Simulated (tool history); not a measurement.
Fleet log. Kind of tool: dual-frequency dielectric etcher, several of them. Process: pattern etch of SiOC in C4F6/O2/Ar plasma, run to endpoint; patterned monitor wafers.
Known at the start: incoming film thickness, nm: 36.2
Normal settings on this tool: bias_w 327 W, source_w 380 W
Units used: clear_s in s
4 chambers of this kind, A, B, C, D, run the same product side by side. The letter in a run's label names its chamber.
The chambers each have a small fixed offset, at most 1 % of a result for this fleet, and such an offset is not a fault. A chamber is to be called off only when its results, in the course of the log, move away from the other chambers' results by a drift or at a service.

run,hour,bias_w,source_w,hours since the last wet clean,hours since the last bias power generator calibration,hours since the last source power generator calibration,clear_s
1A,6.8,327,380,317.7,3963,389.7,14.544
2B,12.3,327,380,423.4,812.8,788.2,14.447
3D,16.8,327,380,269.2,679.8,3391.3,14.499
4C,21.8,327,380,84.1,295.2,2782.5,14.379
5D,30.7,327,380,283.1,693.7,3405.2,14.529
6C,34.7,327,380,97,308.1,2795.4,14.441
7A,39.6,327,380,350.5,3995.8,422.5,14.436
8B,45.4,390,460,456.5,845.9,821.3,12.616
9C,51.3,390,460,113.6,324.7,2812,12.665
10B,56.5,390,460,467.6,857,832.4,12.761
11A,64,390,460,374.9,4020.2,446.9,12.553
12D,71.7,327,380,324.1,734.7,3446.2,14.436
13A,75.9,327,380,386.8,4032.1,458.8,14.519
14D,83.6,327,380,336,746.6,3458.1,14.46
15C,90.8,327,380,153.1,364.2,2851.5,14.438
16B,96.5,327,380,507.6,897,872.4,14.551
# hour 99.1: chamber D: wet clean of the chamber
17C,102.1,327,380,164.4,375.5,2862.8,14.419
18B,106.3,376,340,517.4,906.8,882.2,14.325
19D,111.7,376,340,12.7,774.7,3486.2,14.381
# hour 112.8: chamber A: wet clean of the chamber
20A,116.7,376,340,3.9,4072.9,499.6,13.883
21A,124.6,376,340,11.8,4080.8,507.5,13.835
22D,131.7,377,480,32.7,794.7,3506.2,12.65
23C,136.1,377,480,198.4,409.5,2896.8,12.578
24B,144.2,377,480,555.3,944.7,920.1,12.649
25B,149.8,377,480,560.9,950.3,925.7,12.686
26C,155.7,327,380,218,429.1,2916.4,14.424
27D,164.6,327,380,65.6,827.6,3539.1,14.426
28A,172.4,327,380,59.6,4128.6,555.3,13.978
29A,177.5,327,380,64.7,4133.7,560.4,14.096
30C,185.3,327,380,247.6,458.7,2946,14.391
31D,192.9,327,380,93.9,855.9,3567.4,14.437
32B,201.4,327,380,612.5,1001.9,977.3,14.612
33D,207.2,327,380,108.2,870.2,3581.7,14.47

All 4 chambers run these settings next. Forecast each chamber's results:
34A,213.6,327,340,,,,?
34B,213.6,327,340,,,,?
34C,213.6,327,340,,,,?
34D,213.6,327,340,,,,?

run,clear_s
34A,14.569
34B,15.2
34C,15.008
34D,15.011
